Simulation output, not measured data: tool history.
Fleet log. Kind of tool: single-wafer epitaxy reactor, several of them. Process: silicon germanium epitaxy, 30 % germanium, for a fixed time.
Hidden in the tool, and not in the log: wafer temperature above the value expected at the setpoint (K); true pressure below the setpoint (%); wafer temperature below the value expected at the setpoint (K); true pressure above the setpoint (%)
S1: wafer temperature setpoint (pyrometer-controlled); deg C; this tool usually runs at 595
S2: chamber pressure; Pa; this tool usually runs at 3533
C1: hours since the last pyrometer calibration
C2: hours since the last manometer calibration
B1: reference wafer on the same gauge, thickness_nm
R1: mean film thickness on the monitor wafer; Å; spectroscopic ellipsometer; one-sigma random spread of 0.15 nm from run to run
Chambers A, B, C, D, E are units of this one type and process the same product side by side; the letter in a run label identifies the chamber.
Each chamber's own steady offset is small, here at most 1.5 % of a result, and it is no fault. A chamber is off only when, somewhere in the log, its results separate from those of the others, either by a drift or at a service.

run   hour   S1    S2      C1      C2      B1      R1
 1D   12.8  595  3533     160   414.8  53.411  605.38
 2B   22.5  595  3533   579.8   830.9  53.407  597.19
 3A   32.5  595  3533   824.7  1410.3  53.391     608
 4C   45.4  595  3533  1399.5    74.7  53.376  607.71
 5E   55.8  595  3533  1864.6   108.2  53.403  600.18
 6E   61.7  595  3533  1870.5   114.1  53.384   601.6
 7B   72.7  595  3533     630   881.1   53.38  594.71
 8C   79.5  595  3533  1433.6   108.8   53.38  606.71
 9D     89  595  3533   236.2     491  53.372   605.1
10A  102.4  595  3533   894.6  1480.2  53.388  607.59
11E  111.8  595  3533  1920.6   164.2  53.381  601.17
12A  122.7  595  3533   914.9  1500.5   53.38  606.54
13B  133.5  595  3533   690.8   941.9  53.377  592.97
14D  145.7  595  3533   292.9   547.7   53.39  603.96
15C  153.7  595  3533  1507.8     183  53.416  605.02
16A  162.7  595  3533   954.9  1540.5  53.389  606.46
17D  168.6  586  2960   315.8   570.6  53.387   477.6
18E  179.6  586  2960  1988.4     232  53.399   473.1
19C  186.7  586  2960  1540.8     216  53.439  480.18
20B  198.3  586  2960   755.6  1006.7  53.371  466.14
21D  208.4  586  2960   355.6   610.4  53.421  478.28
22A  216.1  595  3533  1008.3  1593.9  53.424  604.32
23E    223  595  3533  2031.8   275.4  53.393  601.16
24C    234  595  3533  1588.1   263.3  53.431  607.36
     237.2  -- chamber A: capacitance manometer re-zeroed and calibrated
25B  246.3  595  3533   803.6  1054.7  53.401  588.72
     252.6  -- chamber B: capacitance manometer re-zeroed and calibrated
26A  258.6  595  3533  1050.8    21.4  53.407  605.91
27B  271.2  595  3533   828.5    18.7  53.428  589.03
     272.5  -- chamber C: pyrometer calibrated
28D  278.3  595  3533   425.5   680.3  53.417  603.93
29C  288.1  595  3533    15.6   317.4  53.419  606.36
30E  294.1  595  3533  2102.9   346.5  53.371  601.08
31E  305.4  595  3533  2114.2   357.8  53.445  598.81
32C  313.2  595  3533    40.7   342.5  53.356  608.52
33D  324.9  595  3533   472.1   726.9  53.388  600.68
34A  331.5  595  3533  1123.7    94.3  53.388  604.45
35B  343.6  595  3533   900.9    91.1  53.397  585.66
36B  351.3  595  3533   908.6    98.8  53.393  584.43
37C  358.2  585  3533    85.7   387.5  53.383  503.76
38A  367.9  585  3533  1160.1   130.7  53.416  503.29

What goes on in this fleet: one chamber off, a drifting gauge, or nothing beyond the chambers' own small offsets? Name the chamber and the cause, if any.

It is chamber B that slowly wanders off from its peers.
Likeliest cause: wafer temperature below the value expected at the setpoint (K) = 1.07.

Which of the 4 candidates below, each the usual settings with something changed and its results left as question marks, puts chamber B back in line with what the other chambers give on the usual settings?
In line means no further than this from the other chambers' mean on the usual settings: R1 5.3 Å
39B-1  377.6  594  3520               ?
39B-2  377.6  593  3533               ?
39B-3  377.6  596  3546               ?
39B-4  377.6  595  3853               ?

The mean the other chambers reach with the usual settings: R1 603.86 Å
  run      R1
39B-1  570.86
39B-2  561.07
39B-3  594.42
39B-4  602.95
39B-4 is the one that brings the chamber's results back in line with the other chambers.
